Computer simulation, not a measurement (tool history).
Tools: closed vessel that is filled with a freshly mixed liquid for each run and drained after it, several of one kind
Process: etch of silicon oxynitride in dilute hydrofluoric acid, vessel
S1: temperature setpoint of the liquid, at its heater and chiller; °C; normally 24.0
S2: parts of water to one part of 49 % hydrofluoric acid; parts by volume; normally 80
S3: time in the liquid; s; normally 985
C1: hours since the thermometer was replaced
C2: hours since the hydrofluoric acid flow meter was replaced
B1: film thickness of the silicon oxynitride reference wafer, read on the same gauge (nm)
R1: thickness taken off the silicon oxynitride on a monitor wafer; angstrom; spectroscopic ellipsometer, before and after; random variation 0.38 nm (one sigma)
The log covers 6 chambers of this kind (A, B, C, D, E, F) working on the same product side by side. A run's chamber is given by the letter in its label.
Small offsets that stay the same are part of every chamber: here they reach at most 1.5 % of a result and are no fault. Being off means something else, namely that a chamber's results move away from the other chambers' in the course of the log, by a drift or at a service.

| run | day | S1 | S2 | S3 | C1 | C2 | B1 | R1 |
|---|---|---|---|---|---|---|---|---|
| 1F | 0.450 | 24.0 | 80 | 985 | 333.9 | 413.0 | 39.992 | 596.63 |
| 2B | 0.750 | 24.0 | 80 | 985 | 1489.5 | 282.7 | 39.983 | 606.40 |
| 3C | 1.075 | 24.0 | 80 | 985 | 1218.5 | 500.3 | 40.003 | 593.76 |
| 4E | 1.567 | 24.0 | 80 | 985 | 2281.8 | 1289.0 | 39.994 | 592.33 |
| 5A | 1.808 | 24.0 | 80 | 985 | 1822.3 | 290.7 | 40.017 | 603.42 |
| 6D | 2.317 | 24.0 | 80 | 985 | 204.3 | 1850.9 | 39.994 | 593.76 |
| 7C | 2.567 | 26.5 | 80 | 700 | 1254.3 | 536.1 | 39.991 | 482.59 |
| 8A | 3.017 | 26.5 | 80 | 700 | 1851.3 | 319.7 | 40.006 | 483.92 |
| 9D | 3.438 | 26.5 | 80 | 700 | 231.2 | 1877.8 | 39.977 | 475.42 |
| 10B | 3.900 | 26.5 | 80 | 700 | 1565.1 | 358.3 | 40.007 | 479.84 |
| 11F | 4.312 | 26.5 | 80 | 700 | 426.6 | 505.7 | 39.991 | 479.99 |
| 12E | 4.808 | 26.5 | 80 | 700 | 2359.6 | 1366.8 | 40.000 | 471.57 |
| 13E | 5.346 | 24.0 | 80 | 985 | 2372.5 | 1379.7 | 40.014 | 591.92 |
| 14A | 5.579 | 24.0 | 80 | 985 | 1912.8 | 381.2 | 40.011 | 607.54 |
| 15F | 5.938 | 24.0 | 80 | 985 | 465.6 | 544.7 | 40.021 | 599.98 |
| 16D | 6.221 | 24.0 | 80 | 985 | 298.0 | 1944.6 | 40.037 | 603.36 |
| 17B | 6.458 | 24.0 | 80 | 985 | 1626.5 | 419.7 | 39.989 | 593.56 |
| 18C | 6.854 | 24.0 | 80 | 985 | 1357.2 | 639.0 | 39.970 | 599.99 |
| 19F | 7.325 | 24.0 | 80 | 985 | 498.9 | 578.0 | 39.991 | 605.60 |
| 20B | 7.621 | 24.0 | 80 | 985 | 1654.4 | 447.6 | 39.969 | 583.86 |
| 21E | 8.000 | 24.0 | 80 | 985 | 2436.2 | 1443.4 | 40.011 | 588.62 |
| 22A | 8.475 | 19.5 | 80 | 1295 | 1982.3 | 450.7 | 39.998 | 635.60 |
|  | 8.738 | chamber E: thermometer replaced |
| 23C | 8.862 | 19.5 | 80 | 1295 | 1405.4 | 687.2 | 40.016 | 636.70 |
| 24D | 9.371 | 19.5 | 80 | 1295 | 373.6 | 2020.2 | 40.021 | 635.08 |
| 25D | 9.888 | 19.5 | 80 | 1295 | 386.0 | 2032.6 | 40.011 | 629.39 |
| 26E | 10.325 | 19.5 | 80 | 1295 | 38.1 | 1499.2 | 40.002 | 629.01 |
| 27F | 10.729 | 19.5 | 80 | 1295 | 580.6 | 659.7 | 39.999 | 637.66 |
| 28B | 11.088 | 24.0 | 80 | 985 | 1737.6 | 530.8 | 40.019 | 580.05 |
| 29C | 11.600 | 24.0 | 80 | 985 | 1471.1 | 752.9 | 40.003 | 594.21 |
| 30A | 12.000 | 24.0 | 80 | 985 | 2066.9 | 535.3 | 40.008 | 602.15 |
| 31F | 12.521 | 24.0 | 80 | 985 | 623.6 | 702.7 | 39.997 | 595.45 |
| 32D | 12.800 | 24.0 | 80 | 985 | 455.9 | 2102.5 | 39.988 | 592.34 |
| 33A | 13.204 | 24.0 | 80 | 985 | 2095.8 | 564.2 | 39.981 | 599.21 |
| 34E | 13.542 | 24.0 | 80 | 985 | 115.3 | 1576.4 | 39.996 | 593.14 |
| 35B | 13.967 | 24.0 | 80 | 985 | 1806.7 | 599.9 | 40.024 | 559.31 |
| 36C | 14.267 | 24.0 | 80 | 985 | 1535.1 | 816.9 | 40.006 | 598.72 |
| 37F | 14.512 | 24.0 | 110 | 985 | 671.4 | 750.5 | 39.986 | 426.56 |
| 38C | 15.017 | 24.0 | 110 | 985 | 1553.1 | 834.9 | 40.024 | 425.98 |
| 39B | 15.483 | 24.0 | 110 | 985 | 1843.1 | 636.3 | 39.982 | 395.70 |
| 40A | 15.862 | 24.0 | 110 | 985 | 2159.6 | 628.0 | 40.024 | 425.29 |
| 41E | 16.312 | 24.0 | 110 | 985 | 181.8 | 1642.9 | 40.005 | 419.22 |

Is one chamber out of step, is the gauge drifting, or do the chambers differ by no more than their own small offsets? For an off chamber, give its letter and the likeliest cause.

One chamber, B, drifts off from the rest bit by bit.
Most likely cause: hydrofluoric acid flow below the setpoint (%) = 6.98.
It could be hard to tell apart here from: liquid colder than its thermometer reads (K).

Below are 4 candidate recipes for chamber B's next run, each the usual settings with a change, their results shown as question marks. Which of them brings B's results back in line with what the other chambers give on the usual settings?
Allowed miss from the other chambers' usual-settings mean, per result, to count as in line: R1 13.00 angstrom
| 42B-1 | 16.696 | 24.0 | 75 | 985 |  |  |  | ? |
| 42B-2 | 16.696 | 23.5 | 80 | 865 |  |  |  | ? |
| 42B-3 | 16.696 | 22.5 | 80 | 985 |  |  |  | ? |
| 42B-4 | 16.696 | 27.5 | 80 | 985 |  |  |  | ? |

Other chambers, usual settings, mean: R1 596.98 angstrom
| run | R1 |
|---|---|
| 42B-1 | 594.30 |
| 42B-2 | 476.11 |
| 42B-3 | 516.71 |
| 42B-4 | 654.76 |
It is 42B-1 that realigns the chamber with its peers.
